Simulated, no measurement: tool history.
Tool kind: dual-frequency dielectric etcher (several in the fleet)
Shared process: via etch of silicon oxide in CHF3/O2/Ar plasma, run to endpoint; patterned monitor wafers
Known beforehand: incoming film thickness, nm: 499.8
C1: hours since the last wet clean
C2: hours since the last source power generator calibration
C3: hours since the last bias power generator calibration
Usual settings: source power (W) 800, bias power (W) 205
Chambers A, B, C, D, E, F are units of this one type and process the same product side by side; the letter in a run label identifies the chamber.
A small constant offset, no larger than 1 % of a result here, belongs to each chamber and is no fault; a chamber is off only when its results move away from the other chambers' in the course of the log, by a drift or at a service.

run 1A hour=7.5 | source_power_(W)=800 bias_power_(W)=205 | C1=162.6 C2=1145.2 C3=555.3 | endpoint_time_(s)=217.75
run 2F hour=15.8 | source_power_(W)=800 bias_power_(W)=205 | C1=158.0 C2=2815.5 C3=3135.2 | endpoint_time_(s)=217.96
run 3E hour=21.9 | source_power_(W)=800 bias_power_(W)=205 | C1=434.2 C2=389.6 C3=1558.0 | endpoint_time_(s)=216.61
run 4D hour=28.7 | source_power_(W)=800 bias_power_(W)=205 | C1=467.5 C2=1108.8 C3=2404.2 | endpoint_time_(s)=216.52
run 5C hour=40.6 | source_power_(W)=800 bias_power_(W)=205 | C1=286.5 C2=1893.4 C3=1535.5 | endpoint_time_(s)=215.05
run 6B hour=51.1 | source_power_(W)=800 bias_power_(W)=205 | C1=251.6 C2=536.5 C3=2384.7 | endpoint_time_(s)=216.48
run 7F hour=61.5 | source_power_(W)=800 bias_power_(W)=205 | C1=203.7 C2=2861.2 C3=3180.9 | endpoint_time_(s)=216.99
run 8D hour=67.2 | source_power_(W)=630 bias_power_(W)=205 | C1=506.0 C2=1147.3 C3=2442.7 | endpoint_time_(s)=239.48
run 9C hour=79.5 | source_power_(W)=630 bias_power_(W)=205 | C1=325.4 C2=1932.3 C3=1574.4 | endpoint_time_(s)=236.03
-- hour=87.0 chamber F: bias power generator calibrated
run 10B hour=91.5 | source_power_(W)=630 bias_power_(W)=205 | C1=292.0 C2=576.9 C3=2425.1 | endpoint_time_(s)=238.04
-- hour=93.7 chamber F: source power generator calibrated
run 11A hour=103.3 | source_power_(W)=630 bias_power_(W)=205 | C1=258.4 C2=1241.0 C3=651.1 | endpoint_time_(s)=239.68
-- hour=112.0 chamber D: wet clean of the chamber
run 12E hour=112.3 | source_power_(W)=630 bias_power_(W)=205 | C1=524.6 C2=480.0 C3=1648.4 | endpoint_time_(s)=236.85
run 13F hour=122.9 | source_power_(W)=630 bias_power_(W)=205 | C1=265.1 C2=29.3 C3=35.9 | endpoint_time_(s)=237.74
run 14D hour=133.2 | source_power_(W)=800 bias_power_(W)=205 | C1=21.3 C2=1213.3 C3=2508.7 | endpoint_time_(s)=218.22
run 15C hour=138.8 | source_power_(W)=800 bias_power_(W)=248 | C1=384.7 C2=1991.6 C3=1633.7 | endpoint_time_(s)=201.29
-- hour=139.7 chamber C: wet clean of the chamber
run 16E hour=144.6 | source_power_(W)=800 bias_power_(W)=248 | C1=556.9 C2=512.3 C3=1680.7 | endpoint_time_(s)=203.40
run 17B hour=156.4 | source_power_(W)=800 bias_power_(W)=248 | C1=356.9 C2=641.8 C3=2490.0 | endpoint_time_(s)=202.37
-- hour=167.3 chamber D: bias power generator calibrated
run 18A hour=167.3 | source_power_(W)=800 bias_power_(W)=248 | C1=322.4 C2=1305.0 C3=715.1 | endpoint_time_(s)=203.58
run 19A hour=179.7 | source_power_(W)=800 bias_power_(W)=248 | C1=334.8 C2=1317.4 C3=727.5 | endpoint_time_(s)=203.44
-- hour=182.2 chamber E: wet clean of the chamber
-- hour=184.5 chamber A: wet clean of the chamber
run 20B hour=187.1 | source_power_(W)=800 bias_power_(W)=248 | C1=387.6 C2=672.5 C3=2520.7 | endpoint_time_(s)=200.47
run 21F hour=196.1 | source_power_(W)=800 bias_power_(W)=205 | C1=338.3 C2=102.5 C3=109.1 | endpoint_time_(s)=218.27
run 22C hour=205.3 | source_power_(W)=800 bias_power_(W)=205 | C1=65.7 C2=2058.1 C3=1700.2 | endpoint_time_(s)=214.40
run 23D hour=214.3 | source_power_(W)=800 bias_power_(W)=205 | C1=102.4 C2=1294.4 C3=47.1 | endpoint_time_(s)=218.56
run 24E hour=225.6 | source_power_(W)=800 bias_power_(W)=205 | C1=43.5 C2=593.3 C3=1761.7 | endpoint_time_(s)=216.69
run 25A hour=235.4 | source_power_(W)=910 bias_power_(W)=205 | C1=50.9 C2=1373.1 C3=783.2 | endpoint_time_(s)=207.65
run 26C hour=247.8 | source_power_(W)=910 bias_power_(W)=205 | C1=108.2 C2=2100.6 C3=1742.7 | endpoint_time_(s)=204.20
run 27F hour=259.5 | source_power_(W)=910 bias_power_(W)=205 | C1=401.7 C2=165.9 C3=172.5 | endpoint_time_(s)=208.11
run 28D hour=272.1 | source_power_(W)=910 bias_power_(W)=205 | C1=160.2 C2=1352.2 C3=104.9 | endpoint_time_(s)=208.36
run 29E hour=284.4 | source_power_(W)=910 bias_power_(W)=205 | C1=102.3 C2=652.1 C3=1820.5 | endpoint_time_(s)=207.47
run 30B hour=295.3 | source_power_(W)=910 bias_power_(W)=205 | C1=495.8 C2=780.7 C3=2628.9 | endpoint_time_(s)=201.01
run 31E hour=305.8 | source_power_(W)=800 bias_power_(W)=205 | C1=123.7 C2=673.5 C3=1841.9 | endpoint_time_(s)=215.77
run 32B hour=315.2 | source_power_(W)=800 bias_power_(W)=205 | C1=515.7 C2=800.6 C3=2648.8 | endpoint_time_(s)=211.66
run 33D hour=326.7 | source_power_(W)=800 bias_power_(W)=205 | C1=214.8 C2=1406.8 C3=159.5 | endpoint_time_(s)=219.10
run 34C hour=337.9 | source_power_(W)=800 bias_power_(W)=205 | C1=198.3 C2=2190.7 C3=1832.8 | endpoint_time_(s)=213.49
run 35A hour=348.6 | source_power_(W)=800 bias_power_(W)=205 | C1=164.1 C2=1486.3 C3=896.4 | endpoint_time_(s)=217.99
run 36F hour=357.6 | source_power_(W)=800 bias_power_(W)=205 | C1=499.8 C2=264.0 C3=270.6 | endpoint_time_(s)=216.73
run 37F hour=366.6 | source_power_(W)=800 bias_power_(W)=205 | C1=508.8 C2=273.0 C3=279.6 | endpoint_time_(s)=218.77
run 38B hour=376.0 | source_power_(W)=800 bias_power_(W)=205 | C1=576.5 C2=861.4 C3=2709.6 | endpoint_time_(s)=208.61
run 39A hour=381.8 | source_power_(W)=800 bias_power_(W)=205 | C1=197.3 C2=1519.5 C3=929.6 | endpoint_time_(s)=219.23
run 40D hour=391.1 | source_power_(W)=800 bias_power_(W)=172 | C1=279.2 C2=1471.2 C3=223.9 | endpoint_time_(s)=230.28
run 41E hour=399.4 | source_power_(W)=800 bias_power_(W)=172 | C1=217.3 C2=767.1 C3=1935.5 | endpoint_time_(s)=228.24

Next, all 6 chambers run the settings below, one line each with question marks for the results. What does each chamber give?
run 42A hour=408.4 | source_power_(W)=800 bias_power_(W)=167 | endpoint_time_(s)=?
run 42B hour=408.4 | source_power_(W)=800 bias_power_(W)=167 | endpoint_time_(s)=?
run 42C hour=408.4 | source_power_(W)=800 bias_power_(W)=167 | endpoint_time_(s)=?
run 42D hour=408.4 | source_power_(W)=800 bias_power_(W)=167 | endpoint_time_(s)=?
run 42E hour=408.4 | source_power_(W)=800 bias_power_(W)=167 | endpoint_time_(s)=?
run 42F hour=408.4 | source_power_(W)=800 bias_power_(W)=167 | endpoint_time_(s)=?

run=42A endpoint_time_(s)=233.42
run=42B endpoint_time_(s)=223.01
run=42C endpoint_time_(s)=229.05
run=42D endpoint_time_(s)=232.93
run=42E endpoint_time_(s)=233.04
run=42F endpoint_time_(s)=231.17
